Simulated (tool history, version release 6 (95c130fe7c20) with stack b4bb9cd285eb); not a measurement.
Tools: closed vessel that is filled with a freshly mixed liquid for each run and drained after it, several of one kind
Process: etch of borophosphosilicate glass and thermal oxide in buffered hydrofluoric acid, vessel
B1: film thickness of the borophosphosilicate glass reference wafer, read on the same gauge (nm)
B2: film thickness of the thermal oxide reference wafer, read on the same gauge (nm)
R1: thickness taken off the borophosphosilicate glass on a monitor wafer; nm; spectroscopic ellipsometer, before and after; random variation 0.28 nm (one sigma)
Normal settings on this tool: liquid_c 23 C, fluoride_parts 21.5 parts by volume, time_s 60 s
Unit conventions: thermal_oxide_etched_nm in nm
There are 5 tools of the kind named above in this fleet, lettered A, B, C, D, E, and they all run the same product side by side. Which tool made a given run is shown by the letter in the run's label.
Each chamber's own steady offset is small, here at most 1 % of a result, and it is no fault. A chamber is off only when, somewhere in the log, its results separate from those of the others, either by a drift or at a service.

Run 1E, day 0.179: usual settings; B1 150.03; B2 40.014. Result: R1 33.972 nm, thermal_oxide_etched_nm 33.09 nm.
Run 2D, day 0.267: usual settings; B1 149.96; B2 40.005. Result: R1 34.065 nm, thermal_oxide_etched_nm 33.239 nm.
Run 3B, day 0.383: usual settings; B1 150.01; B2 40.017. Result: R1 34.084 nm, thermal_oxide_etched_nm 33.224 nm.
Run 4C, day 0.55: usual settings; B1 150.02; B2 40.003. Result: R1 33.791 nm, thermal_oxide_etched_nm 33.391 nm.
Run 5A, day 0.654: usual settings; B1 149.99; B2 40.004. Result: R1 34.556 nm, thermal_oxide_etched_nm 33.598 nm.
Run 6B, day 0.758: usual settings; B1 150; B2 40. Result: R1 34.54 nm, thermal_oxide_etched_nm 32.876 nm.
Run 7E, day 0.946: usual settings; B1 149.95; B2 40.001. Result: R1 33.663 nm, thermal_oxide_etched_nm 32.927 nm.
Run 8D, day 1.138: usual settings; B1 150.05; B2 39.984. Result: R1 34.145 nm, thermal_oxide_etched_nm 32.824 nm.
Run 9C, day 1.262: usual settings but liquid_c 21.5 C, time_s 30 s; B1 149.99; B2 40.002. Result: R1 15.664 nm, thermal_oxide_etched_nm 15.388 nm.
Run 10A, day 1.383: usual settings but liquid_c 21.5 C, time_s 30 s; B1 149.99; B2 39.998. Result: R1 15.84 nm, thermal_oxide_etched_nm 15.489 nm.
Run 11B, day 1.5: usual settings but liquid_c 21.5 C, time_s 30 s; B1 150; B2 39.991. Result: R1 15.74 nm, thermal_oxide_etched_nm 15.443 nm.
Run 12C, day 1.675: usual settings but liquid_c 21.5 C, time_s 30 s; B1 150; B2 40.001. Result: R1 15.541 nm, thermal_oxide_etched_nm 15.344 nm.
Run 13A, day 1.846: usual settings but liquid_c 21.5 C, time_s 30 s; B1 150.01; B2 39.992. Result: R1 15.71 nm, thermal_oxide_etched_nm 15.303 nm.
Run 14E, day 1.946: usual settings; B1 149.98; B2 39.986. Result: R1 33.809 nm, thermal_oxide_etched_nm 33.193 nm.
Run 15D, day 2.142: usual settings; B1 150.06; B2 39.996. Result: R1 33.804 nm, thermal_oxide_etched_nm 32.869 nm.
Run 16C, day 2.254: usual settings; B1 150.06; B2 40.014. Result: R1 34.271 nm, thermal_oxide_etched_nm 33.497 nm.
Run 17B, day 2.412: usual settings; B1 150.02; B2 40.011. Result: R1 35.084 nm, thermal_oxide_etched_nm 33.378 nm.
Run 18A, day 2.546: usual settings; B1 150.01; B2 40.001. Result: R1 34.114 nm, thermal_oxide_etched_nm 33.161 nm.
Run 19E, day 2.667: usual settings but fluoride_parts 17.5 parts by volume, time_s 40 s; B1 149.94; B2 40.001. Result: R1 27.667 nm, thermal_oxide_etched_nm 26.233 nm.
Run 20D, day 2.858: usual settings but fluoride_parts 17.5 parts by volume, time_s 40 s; B1 150.06; B2 39.988. Result: R1 26.964 nm, thermal_oxide_etched_nm 26.253 nm.
Run 21E, day 3.008: usual settings but fluoride_parts 17.5 parts by volume, time_s 40 s; B1 150.01; B2 39.978. Result: R1 27.488 nm, thermal_oxide_etched_nm 26.351 nm.
Run 22D, day 3.117: usual settings but fluoride_parts 17.5 parts by volume, time_s 40 s; B1 149.94; B2 40.009. Result: R1 27.031 nm, thermal_oxide_etched_nm 26.313 nm.
Run 23C, day 3.2: usual settings but fluoride_parts 17.5 parts by volume, time_s 40 s; B1 149.97; B2 39.993. Result: R1 27.538 nm, thermal_oxide_etched_nm 26.553 nm.
Run 24B, day 3.304: usual settings; B1 150.02; B2 40.002. Result: R1 34.676 nm, thermal_oxide_etched_nm 33.168 nm.
Run 25A, day 3.4: usual settings; B1 149.98; B2 39.994. Result: R1 33.898 nm, thermal_oxide_etched_nm 33.248 nm.
Run 26D, day 3.529: usual settings; B1 150.05; B2 39.989. Result: R1 33.845 nm, thermal_oxide_etched_nm 32.709 nm.
Run 27A, day 3.667: usual settings; B1 149.96; B2 40.001. Result: R1 34.023 nm, thermal_oxide_etched_nm 33.367 nm.
Run 28E, day 3.817: usual settings; B1 149.97; B2 39.988. Result: R1 33.75 nm, thermal_oxide_etched_nm 32.931 nm.
Run 29B, day 3.933: usual settings; B1 149.95; B2 40.015. Result: R1 34.418 nm, thermal_oxide_etched_nm 33.293 nm.
Run 30C, day 4.088: usual settings but time_s 80 s; B1 150; B2 40.017. Result: R1 45.491 nm, thermal_oxide_etched_nm 44.584 nm.
Run 31E, day 4.208: usual settings but time_s 80 s; B1 150.04; B2 40.02. Result: R1 45.102 nm, thermal_oxide_etched_nm 44.629 nm.
Run 32B, day 4.371: usual settings but time_s 80 s; B1 150; B2 39.988. Result: R1 46.426 nm, thermal_oxide_etched_nm 44.531 nm.
Run 33D, day 4.508: usual settings but time_s 80 s; B1 150; B2 39.984. Result: R1 45.413 nm, thermal_oxide_etched_nm 44.045 nm.
Run 34A, day 4.642: usual settings but time_s 80 s; B1 150; B2 39.992. Result: R1 44.957 nm, thermal_oxide_etched_nm 44.584 nm.
Run 35C, day 4.8: usual settings; B1 149.97; B2 40.012. Result: R1 34.31 nm, thermal_oxide_etched_nm 33.121 nm.
Run 36C, day 4.938: usual settings but liquid_c 20.5 C, fluoride_parts 27 parts by volume; B1 149.97; B2 39.987. Result: R1 25.344 nm, thermal_oxide_etched_nm 24.62 nm.
Run 37D, day 5.129: usual settings but liquid_c 20.5 C, fluoride_parts 27 parts by volume; B1 149.95; B2 39.993. Result: R1 25.398 nm, thermal_oxide_etched_nm 24.707 nm.
Run 38E, day 5.262: usual settings but liquid_c 20.5 C, fluoride_parts 27 parts by volume; B1 150.02; B2 39.997. Result: R1 25.254 nm, thermal_oxide_etched_nm 24.352 nm.

All 5 chambers run these settings next. Forecast each chamber's results:
Run 39A, day 5.404: usual settings but fluoride_parts 28.5 parts by volume. Result: R1 ?, thermal_oxide_etched_nm ?.
Run 39B, day 5.404: usual settings but fluoride_parts 28.5 parts by volume. Result: R1 ?, thermal_oxide_etched_nm ?.
Run 39C, day 5.404: usual settings but fluoride_parts 28.5 parts by volume. Result: R1 ?, thermal_oxide_etched_nm ?.
Run 39D, day 5.404: usual settings but fluoride_parts 28.5 parts by volume. Result: R1 ?, thermal_oxide_etched_nm ?.
Run 39E, day 5.404: usual settings but fluoride_parts 28.5 parts by volume. Result: R1 ?, thermal_oxide_etched_nm ?.

run      R1  thermal_oxide_etched_nm
39A  28.241                   27.537
39B  28.267                   27.291
39C  28.023                   27.496
39D  28.351                   26.968
39E  28.242                   27.034
